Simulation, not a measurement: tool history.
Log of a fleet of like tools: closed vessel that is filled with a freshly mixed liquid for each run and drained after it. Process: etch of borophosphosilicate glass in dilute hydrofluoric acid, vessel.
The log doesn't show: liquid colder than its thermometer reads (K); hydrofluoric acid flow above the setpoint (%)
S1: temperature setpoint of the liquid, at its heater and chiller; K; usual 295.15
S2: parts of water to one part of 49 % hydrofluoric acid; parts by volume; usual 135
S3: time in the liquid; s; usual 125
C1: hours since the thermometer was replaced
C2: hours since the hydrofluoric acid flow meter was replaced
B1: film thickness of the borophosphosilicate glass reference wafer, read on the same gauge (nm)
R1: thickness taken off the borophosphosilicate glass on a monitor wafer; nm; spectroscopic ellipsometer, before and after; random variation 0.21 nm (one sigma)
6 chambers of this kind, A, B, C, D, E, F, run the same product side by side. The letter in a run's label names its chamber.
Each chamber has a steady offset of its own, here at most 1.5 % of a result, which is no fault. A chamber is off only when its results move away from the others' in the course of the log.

{"run": "1F", "hour": 9.7, "S1": 295.15, "S2": 135, "S3": 125, "C1": 28.1, "C2": 998.5, "B1": 89.979, "R1": 30.428}
{"run": "2C", "hour": 17.0, "S1": 295.15, "S2": 135, "S3": 125, "C1": 207.2, "C2": 519.7, "B1": 89.996, "R1": 30.487}
{"run": "3E", "hour": 31.1, "S1": 295.15, "S2": 135, "S3": 125, "C1": 266.2, "C2": 491.7, "B1": 90.024, "R1": 30.689}
{"run": "4A", "hour": 42.8, "S1": 295.15, "S2": 135, "S3": 125, "C1": 583.3, "C2": 1160.1, "B1": 89.98, "R1": 30.337}
{"run": "5B", "hour": 54.6, "S1": 295.15, "S2": 135, "S3": 125, "C1": 1730.0, "C2": 984.3, "B1": 90.013, "R1": 30.175}
{"run": "6D", "hour": 68.7, "S1": 295.15, "S2": 135, "S3": 125, "C1": 954.9, "C2": 1191.5, "B1": 89.957, "R1": 30.164}
{"run": "7D", "hour": 78.6, "S1": 295.15, "S2": 135, "S3": 160, "C1": 964.8, "C2": 1201.4, "B1": 89.983, "R1": 38.926}
{"run": "8F", "hour": 93.4, "S1": 295.15, "S2": 135, "S3": 160, "C1": 111.8, "C2": 1082.2, "B1": 90.02, "R1": 38.429}
{"run": "9E", "hour": 101.3, "S1": 295.15, "S2": 135, "S3": 160, "C1": 336.4, "C2": 561.9, "B1": 89.986, "R1": 39.967}
{"run": "10B", "hour": 109.4, "S1": 295.15, "S2": 135, "S3": 160, "C1": 1784.8, "C2": 1039.1, "B1": 90.021, "R1": 39.186}
{"run": "11C", "hour": 116.9, "S1": 295.15, "S2": 135, "S3": 160, "C1": 307.1, "C2": 619.6, "B1": 89.992, "R1": 39.061}
{"run": "12A", "hour": 129.9, "S1": 295.15, "S2": 135, "S3": 160, "C1": 670.4, "C2": 1247.2, "B1": 89.946, "R1": 38.994}
{"run": "13D", "hour": 141.1, "S1": 295.15, "S2": 135, "S3": 125, "C1": 1027.3, "C2": 1263.9, "B1": 89.983, "R1": 29.728}
{"run": "14E", "hour": 151.4, "S1": 299.65, "S2": 135, "S3": 125, "C1": 386.5, "C2": 612.0, "B1": 89.986, "R1": 37.369}
{"run": "15F", "hour": 163.9, "S1": 299.65, "S2": 135, "S3": 125, "C1": 182.3, "C2": 1152.7, "B1": 89.989, "R1": 36.011}
{"run": "16B", "hour": 174.1, "S1": 299.65, "S2": 135, "S3": 125, "C1": 1849.5, "C2": 1103.8, "B1": 89.987, "R1": 36.591}
{"hour": 182.9, "done": "chamber C: hydrofluoric acid flow meter replaced"}
{"run": "17C", "hour": 183.2, "S1": 299.65, "S2": 135, "S3": 125, "C1": 373.4, "C2": 0.3, "B1": 89.986, "R1": 35.987}
{"run": "18A", "hour": 195.9, "S1": 299.65, "S2": 135, "S3": 125, "C1": 736.4, "C2": 1313.2, "B1": 89.982, "R1": 35.854}
{"run": "19C", "hour": 206.3, "S1": 299.65, "S2": 135, "S3": 125, "C1": 396.5, "C2": 23.4, "B1": 90.031, "R1": 35.978}
{"run": "20E", "hour": 221.4, "S1": 295.15, "S2": 135, "S3": 125, "C1": 456.5, "C2": 682.0, "B1": 90.003, "R1": 32.226}
{"run": "21F", "hour": 231.5, "S1": 295.15, "S2": 135, "S3": 125, "C1": 249.9, "C2": 1220.3, "B1": 89.998, "R1": 30.185}
{"run": "22B", "hour": 247.4, "S1": 295.15, "S2": 135, "S3": 125, "C1": 1922.8, "C2": 1177.1, "B1": 89.991, "R1": 30.801}
{"run": "23D", "hour": 258.2, "S1": 295.15, "S2": 135, "S3": 125, "C1": 1144.4, "C2": 1381.0, "B1": 90.008, "R1": 30.283}
{"run": "24A", "hour": 273.6, "S1": 295.15, "S2": 135, "S3": 125, "C1": 814.1, "C2": 1390.9, "B1": 90.053, "R1": 29.933}
{"run": "25D", "hour": 281.6, "S1": 295.15, "S2": 135, "S3": 125, "C1": 1167.8, "C2": 1404.4, "B1": 89.964, "R1": 30.238}
{"run": "26C", "hour": 290.3, "S1": 295.15, "S2": 135, "S3": 125, "C1": 480.5, "C2": 107.4, "B1": 89.982, "R1": 30.35}
{"run": "27E", "hour": 303.2, "S1": 295.15, "S2": 135, "S3": 125, "C1": 538.3, "C2": 763.8, "B1": 90.022, "R1": 32.669}
{"run": "28F", "hour": 310.4, "S1": 295.15, "S2": 135, "S3": 125, "C1": 328.8, "C2": 1299.2, "B1": 89.993, "R1": 30.599}
{"run": "29B", "hour": 320.1, "S1": 295.15, "S2": 135, "S3": 125, "C1": 1995.5, "C2": 1249.8, "B1": 90.026, "R1": 30.569}
{"run": "30A", "hour": 334.4, "S1": 295.15, "S2": 135, "S3": 125, "C1": 874.9, "C2": 1451.7, "B1": 89.955, "R1": 30.32}
{"run": "31D", "hour": 343.8, "S1": 295.15, "S2": 135, "S3": 125, "C1": 1230.0, "C2": 1466.6, "B1": 90.006, "R1": 30.363}
{"run": "32F", "hour": 354.6, "S1": 295.15, "S2": 135, "S3": 125, "C1": 373.0, "C2": 1343.4, "B1": 90.012, "R1": 30.245}
{"run": "33B", "hour": 362.1, "S1": 295.15, "S2": 135, "S3": 125, "C1": 2037.5, "C2": 1291.8, "B1": 89.995, "R1": 30.722}
{"run": "34E", "hour": 372.6, "S1": 295.15, "S2": 135, "S3": 125, "C1": 607.7, "C2": 833.2, "B1": 89.974, "R1": 32.954}
{"run": "35A", "hour": 384.8, "S1": 295.15, "S2": 135, "S3": 125, "C1": 925.3, "C2": 1502.1, "B1": 90.039, "R1": 30.526}
{"run": "36C", "hour": 398.9, "S1": 295.15, "S2": 135, "S3": 125, "C1": 589.1, "C2": 216.0, "B1": 89.999, "R1": 30.568}
{"run": "37F", "hour": 412.1, "S1": 295.15, "S2": 135, "S3": 125, "C1": 430.5, "C2": 1400.9, "B1": 90.015, "R1": 29.903}
{"run": "38A", "hour": 424.1, "S1": 295.15, "S2": 135, "S3": 125, "C1": 964.6, "C2": 1541.4, "B1": 89.953, "R1": 30.49}
{"run": "39C", "hour": 434.7, "S1": 295.15, "S2": 135, "S3": 125, "C1": 624.9, "C2": 251.8, "B1": 90.011, "R1": 30.625}
{"run": "40E", "hour": 450.1, "S1": 295.15, "S2": 135, "S3": 125, "C1": 685.2, "C2": 910.7, "B1": 89.966, "R1": 33.445}
{"run": "41B", "hour": 460.1, "S1": 295.15, "S2": 135, "S3": 100, "C1": 2135.5, "C2": 1389.8, "B1": 89.989, "R1": 24.455}

Next, every chamber runs the same settings. What will each give?
{"run": "42A", "hour": 472.0, "S1": 291.15, "S2": 135, "S3": 125, "R1": "?"}
{"run": "42B", "hour": 472.0, "S1": 291.15, "S2": 135, "S3": 125, "R1": "?"}
{"run": "42C", "hour": 472.0, "S1": 291.15, "S2": 135, "S3": 125, "R1": "?"}
{"run": "42D", "hour": 472.0, "S1": 291.15, "S2": 135, "S3": 125, "R1": "?"}
{"run": "42E", "hour": 472.0, "S1": 291.15, "S2": 135, "S3": 125, "R1": "?"}
{"run": "42F", "hour": 472.0, "S1": 291.15, "S2": 135, "S3": 125, "R1": "?"}

run=42A R1=25.581
run=42B R1=25.900
run=42C R1=26.115
run=42D R1=25.758
run=42E R1=29.112
run=42F R1=25.639
